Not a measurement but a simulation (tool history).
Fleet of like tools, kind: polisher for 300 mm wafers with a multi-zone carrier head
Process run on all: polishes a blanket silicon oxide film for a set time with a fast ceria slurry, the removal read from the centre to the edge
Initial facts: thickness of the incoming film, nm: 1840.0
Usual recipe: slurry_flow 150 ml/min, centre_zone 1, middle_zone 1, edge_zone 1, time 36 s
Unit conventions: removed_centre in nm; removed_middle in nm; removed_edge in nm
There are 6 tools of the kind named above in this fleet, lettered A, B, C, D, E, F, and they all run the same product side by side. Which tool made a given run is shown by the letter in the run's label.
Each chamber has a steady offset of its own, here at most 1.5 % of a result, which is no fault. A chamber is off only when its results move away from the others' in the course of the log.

run    day  slurry_flow  centre_zone  middle_zone  edge_zone  time  removed_centre  removed_middle  removed_edge
      0.05  -- chamber C: worn pad replaced by a new one
 1E  0.162          150            1            1          1    36          461.48          462.96        467.99
 2B  0.412          150            1            1          1    36           471.7          469.84        478.97
 3D  0.612          150            1            1          1    36          460.95          464.05        476.45
     0.725  -- chamber F: worn pad replaced by a new one
      0.75  -- chamber E: worn pad replaced by a new one
     0.788  -- chamber B: worn pad replaced by a new one
 4C    0.8          150            1            1          1    36          474.45          485.01        469.96
     0.946  -- chamber A: worn pad replaced by a new one
 5F  1.125          150            1            1          1    36          467.57          468.12        469.64
 6A  1.412          150            1            1          1    36          456.38          475.11        468.76
 7E  1.742          150            1            1          1    36          474.41           466.7        465.27
 8F  1.967          150            1            1          1    36          461.39          462.33        472.89
     2.042  -- chamber D: worn pad replaced by a new one
 9B  2.279          150            1            1          1    36          470.28          472.41        476.34
10A    2.6          150            1            1          1    36          467.89          472.02        464.54
     2.604  -- chamber C: worn pad replaced by a new one
     2.796  -- chamber B: worn pad replaced by a new one
11C  2.858          150            1            1       1.11    36          473.11          461.63        497.09
     3.008  -- chamber E: worn pad replaced by a new one
12D  3.146          150            1            1       1.11    36          463.74          465.02        500.71
      3.15  -- chamber F: worn pad replaced by a new one
     3.271  -- chamber E: centre zone pressure recalibrated
13A  3.467          150            1            1       1.11    36          467.89          460.72        488.16
14D  3.654          150            1            1       1.11    36          465.87          470.35        497.03
15E  3.938          150            1            1       1.11    36          472.15          472.91        498.49
16B  4.167          150            1            1       1.11    36          477.64          464.46        499.91
17C  4.458          150            1            1          1    36          468.31          471.59        469.16
     4.538  -- chamber B: worn pad replaced by a new one
     4.712  -- chamber D: centre zone pressure recalibrated
18F  4.746          150            1            1          1    36           457.7          474.64        473.01
19F  4.967          150            1            1          1    36          464.64          469.25        473.96
     5.004  -- chamber A: worn pad replaced by a new one
     5.008  -- chamber E: worn pad replaced by a new one
     5.062  -- chamber A: slurry nozzle cleaned
20C  5.138          150            1            1          1    36           468.8          473.81        470.14
     5.238  -- chamber D: edge zone pressure recalibrated
     5.383  -- chamber D: slurry nozzle cleaned
     5.479  -- chamber C: worn pad replaced by a new one
21B    5.5          150            1            1          1    36          469.87          471.25        472.84
22A  5.771          150            1         0.93          1    36          480.63          434.19        460.02
      5.95  -- chamber E: slurry nozzle cleaned
23D  6.138          150            1         0.93          1    36          478.69          441.85         467.5
     6.158  -- chamber F: worn pad replaced by a new one
     6.192  -- chamber B: centre zone pressure recalibrated
24E    6.5          150            1         0.93          1    36          469.47          438.58        476.89
     6.567  -- chamber B: slurry nozzle cleaned
     6.683  -- chamber B: worn pad replaced by a new one
25E  6.729          150            1         0.93          1    36          461.97           445.8        471.16
     6.883  -- chamber E: worn pad replaced by a new one
         7  -- chamber D: worn pad replaced by a new one
26A  7.046          150            1         0.93          1    36          492.32          430.44        464.23
27C  7.229          150            1         0.93          1    36          467.61          433.41         476.6
28F  7.521          150            1            1          1    36          470.48          458.58        471.63
29D    7.8          150            1            1          1    36          470.99          466.74        470.57
30B  8.133          150            1            1          1    36          475.82          460.34        471.99
31B  8.433          150            1            1          1    36          473.72          457.49        472.06
     8.496  -- chamber C: worn pad replaced by a new one
       8.6  -- chamber F: worn pad replaced by a new one
32C  8.692          150            1            1          1    36          475.47          454.47        464.95
     8.933  -- chamber E: worn pad replaced by a new one
33E   9.05          150            1            1          1    36          473.04          460.99        470.66
     9.058  -- chamber A: worn pad replaced by a new one
34D  9.379          150            1            1          1    36          465.95          463.59         471.4
35A   9.55          150            1            1          1    36          504.76           478.6         463.8
36F  9.854          150            1            1          1    36          466.44          464.54        476.35

Decide between three cases: one chamber stands off from its peers, the gauge reading all wafers drifts, or nothing is wrong past each chamber's small offset. Where a chamber is off, say which and what most likely put it there.

One chamber, A, drifts off from the rest bit by bit.
Most likely cause: centre zone's pressure above its setpoint, % = 8.11.

Which of the 4 candidates below, each the usual settings with something changed and its results left as question marks, puts chamber A back in line with what the other chambers give on the usual settings?
In line here means within this much of the mean the other chambers give on the usual settings: removed_centre 15 nm; removed_middle 21 nm; removed_edge 13 nm
37A-1  10.121          150         1.02            1       0.99    36               ?               ?             ?
37A-2  10.121          145         0.94            1       1.03    36               ?               ?             ?
37A-3  10.121          155         1.06            1       0.97    36               ?               ?             ?
37A-4  10.121          150         0.98            1       1.01    36               ?               ?             ?

What the other chambers average on the usual settings: removed_centre 469.86 nm; removed_middle 467.66 nm; removed_edge 471.61 nm
  run  removed_centre  removed_middle  removed_edge
37A-1          518.59           470.7        462.94
37A-2          471.11          467.77        470.51
37A-3          544.37          473.55        460.08
37A-4          496.63           470.8        467.85
The answer is 37A-2, which returns the chamber to within the allowed miss of the others.

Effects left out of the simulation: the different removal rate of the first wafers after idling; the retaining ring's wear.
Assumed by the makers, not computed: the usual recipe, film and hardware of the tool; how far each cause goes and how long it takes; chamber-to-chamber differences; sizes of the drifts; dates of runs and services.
